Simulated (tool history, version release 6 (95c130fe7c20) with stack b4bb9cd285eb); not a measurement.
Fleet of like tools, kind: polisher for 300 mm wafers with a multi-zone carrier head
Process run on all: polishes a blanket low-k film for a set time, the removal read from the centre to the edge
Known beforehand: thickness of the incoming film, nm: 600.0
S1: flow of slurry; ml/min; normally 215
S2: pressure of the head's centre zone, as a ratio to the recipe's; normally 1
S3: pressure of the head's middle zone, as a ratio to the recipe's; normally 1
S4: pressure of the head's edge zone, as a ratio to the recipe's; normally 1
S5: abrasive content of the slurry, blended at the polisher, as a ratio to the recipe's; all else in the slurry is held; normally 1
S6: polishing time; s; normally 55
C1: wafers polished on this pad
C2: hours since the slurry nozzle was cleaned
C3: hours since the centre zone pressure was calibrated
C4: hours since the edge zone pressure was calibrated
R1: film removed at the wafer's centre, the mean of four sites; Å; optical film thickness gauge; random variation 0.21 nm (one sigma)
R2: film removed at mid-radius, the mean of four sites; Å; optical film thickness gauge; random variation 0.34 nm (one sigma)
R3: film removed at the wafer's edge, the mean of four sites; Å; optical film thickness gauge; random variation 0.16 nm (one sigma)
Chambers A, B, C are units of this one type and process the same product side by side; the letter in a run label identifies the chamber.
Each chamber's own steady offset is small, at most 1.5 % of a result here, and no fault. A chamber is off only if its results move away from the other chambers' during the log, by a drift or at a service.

Run 1C, day 0.408: usual settings; C1 969; C2 97.8; C3 244.4; C4 328.9. Result: R1 228.34 Å, R2 233.4 Å, R3 231.37 Å.
At day 0.658: chamber C: worn pad replaced by a new one.
Run 2B, day 0.721: usual settings; C1 219; C2 437.7; C3 616; C4 771.4. Result: R1 229.92 Å, R2 222.46 Å, R3 228.13 Å.
Run 3A, day 0.992: usual settings; C1 372; C2 218.7; C3 415.2; C4 738.6. Result: R1 230.95 Å, R2 228.04 Å, R3 229.12 Å.
Run 4B, day 1.321: usual settings; C1 383; C2 452.1; C3 630.4; C4 785.8. Result: R1 229.53 Å, R2 231.16 Å, R3 229.41 Å.
At day 1.329: chamber A: centre zone pressure recalibrated.
Run 5C, day 1.738: usual settings; C1 295; C2 129.7; C3 276.3; C4 360.8. Result: R1 230.24 Å, R2 231.58 Å, R3 227.18 Å.
Run 6A, day 2.142: usual settings; C1 687; C2 246.3; C3 19.5; C4 766.2. Result: R1 225.36 Å, R2 225.67 Å, R3 231.59 Å.
Run 7C, day 2.396: usual settings; C1 475; C2 145.5; C3 292.1; C4 376.6. Result: R1 230.39 Å, R2 233.65 Å, R3 229.75 Å.
Run 8A, day 2.612: usual settings; C1 815; C2 257.6; C3 30.8; C4 777.5. Result: R1 227.48 Å, R2 234.46 Å, R3 233.43 Å.
Run 9B, day 2.838: usual settings; C1 798; C2 488.5; C3 666.8; C4 822.2. Result: R1 231.16 Å, R2 228.2 Å, R3 228.59 Å.
Run 10B, day 3.125: usual settings; C1 876; C2 495.4; C3 673.7; C4 829.1. Result: R1 231.8 Å, R2 226.9 Å, R3 231.12 Å.
Run 11A, day 3.312: usual settings; C1 1007; C2 274.4; C3 47.6; C4 794.3. Result: R1 229.97 Å, R2 230.1 Å, R3 229.84 Å.
At day 3.35: chamber A: worn pad replaced by a new one.
Run 12C, day 3.683: usual settings; C1 827; C2 176.4; C3 323; C4 407.5. Result: R1 232.99 Å, R2 226.18 Å, R3 228.74 Å.
Run 13C, day 3.888: usual settings; C1 883; C2 181.3; C3 327.9; C4 412.4. Result: R1 228.97 Å, R2 229.97 Å, R3 231.19 Å.
At day 4.146: chamber C: worn pad replaced by a new one.
Run 14B, day 4.308: usual settings; C1 1200; C2 523.8; C3 702.1; C4 857.5. Result: R1 229.47 Å, R2 230.78 Å, R3 230.87 Å.
At day 4.583: chamber B: worn pad replaced by a new one.
Run 15A, day 4.583: usual settings; C1 337; C2 304.9; C3 78.1; C4 824.8. Result: R1 224.3 Å, R2 228.81 Å, R3 228.48 Å.
Run 16A, day 4.838: usual settings; C1 407; C2 311; C3 84.2; C4 830.9. Result: R1 228.55 Å, R2 225.71 Å, R3 228.32 Å.
Run 17C, day 5.167: usual settings; C1 279; C2 212; C3 358.6; C4 443.1. Result: R1 230.65 Å, R2 227.44 Å, R3 229.86 Å.
At day 5.433: chamber B: slurry nozzle cleaned.
Run 18B, day 5.462: usual settings; C1 240; C2 0.7; C3 729.8; C4 885.2. Result: R1 227.78 Å, R2 229.59 Å, R3 230.6 Å.
Run 19C, day 5.846: usual settings; C1 465; C2 228.3; C3 374.9; C4 459.4. Result: R1 230.78 Å, R2 228.2 Å, R3 230.01 Å.
Run 20B, day 6.154: usual settings; C1 429; C2 17.3; C3 746.4; C4 901.8. Result: R1 226.97 Å, R2 231.54 Å, R3 229.43 Å.
Run 21A, day 6.521: usual settings; C1 867; C2 351.4; C3 124.6; C4 871.3. Result: R1 221.16 Å, R2 214.93 Å, R3 224.37 Å.
Run 22C, day 6.733: usual settings; C1 708; C2 249.6; C3 396.2; C4 480.7. Result: R1 227.21 Å, R2 232.83 Å, R3 229.26 Å.
At day 6.812: chamber A: worn pad replaced by a new one.
Run 23A, day 7.021: usual settings but S1 255 ml/min; C1 57; C2 363.4; C3 136.6; C4 883.3. Result: R1 224.74 Å, R2 229.6 Å, R3 231.64 Å.
Run 24B, day 7.375: usual settings but S1 255 ml/min; C1 763; C2 46.6; C3 775.7; C4 931.1. Result: R1 235.73 Å, R2 235.5 Å, R3 235.45 Å.
Run 25C, day 7.562: usual settings but S1 255 ml/min; C1 934; C2 269.5; C3 416.1; C4 500.6. Result: R1 235.34 Å, R2 233.9 Å, R3 235.41 Å.
Run 26A, day 7.9: usual settings; C1 297; C2 384.5; C3 157.7; C4 904.4. Result: R1 217.74 Å, R2 218.06 Å, R3 225.65 Å.
Run 27B, day 8.138: usual settings; C1 972; C2 64.9; C3 794; C4 949.4. Result: R1 225.55 Å, R2 226.83 Å, R3 228.28 Å.
At day 8.267: chamber C: centre zone pressure recalibrated.
At day 8.45: chamber C: worn pad replaced by a new one.
Run 28C, day 8.496: usual settings; C1 12; C2 291.9; C3 5.6; C4 523. Result: R1 227.53 Å, R2 227.64 Å, R3 231.33 Å.
Run 29A, day 8.788: usual settings; C1 540; C2 405.8; C3 179; C4 925.7. Result: R1 215.76 Å, R2 218.07 Å, R3 219.71 Å.
Run 30B, day 9.142: usual settings; C1 1246; C2 89; C3 818.1; C4 973.5. Result: R1 227.38 Å, R2 228.58 Å, R3 231.35 Å.
At day 9.508: chamber B: worn pad replaced by a new one.
Run 31B, day 9.508: usual settings but S2 1.08, S4 0.96; C1 0; C2 97.8; C3 826.9; C4 982.3. Result: R1 250.31 Å, R2 229.17 Å, R3 226.51 Å.
Run 32A, day 9.788: usual settings but S2 1.08, S4 0.96; C1 813; C2 429.8; C3 203; C4 949.7. Result: R1 231.22 Å, R2 210.73 Å, R3 214.74 Å.
Run 33C, day 10.196: usual settings but S2 1.08, S4 0.96; C1 477; C2 332.7; C3 46.4; C4 563.8. Result: R1 249.14 Å, R2 226.47 Å, R3 225.32 Å.
Run 34C, day 10.617: usual settings; C1 592; C2 342.8; C3 56.5; C4 573.9. Result: R1 229.22 Å, R2 228.38 Å, R3 230.73 Å.

For the next run the whole fleet of 3 chambers uses the same settings. Give each chamber's results:
Run 35A, day 10.921: usual settings but S3 0.95. Result: R1 ?, R2 ?, R3 ?.
Run 35B, day 10.921: usual settings but S3 0.95. Result: R1 ?, R2 ?, R3 ?.
Run 35C, day 10.921: usual settings but S3 0.95. Result: R1 ?, R2 ?, R3 ?.

run      R1      R2      R3
35A  210.81  201.77  215.78
35B  225.22  222.43   231.6
35C  229.45  217.35   229.5
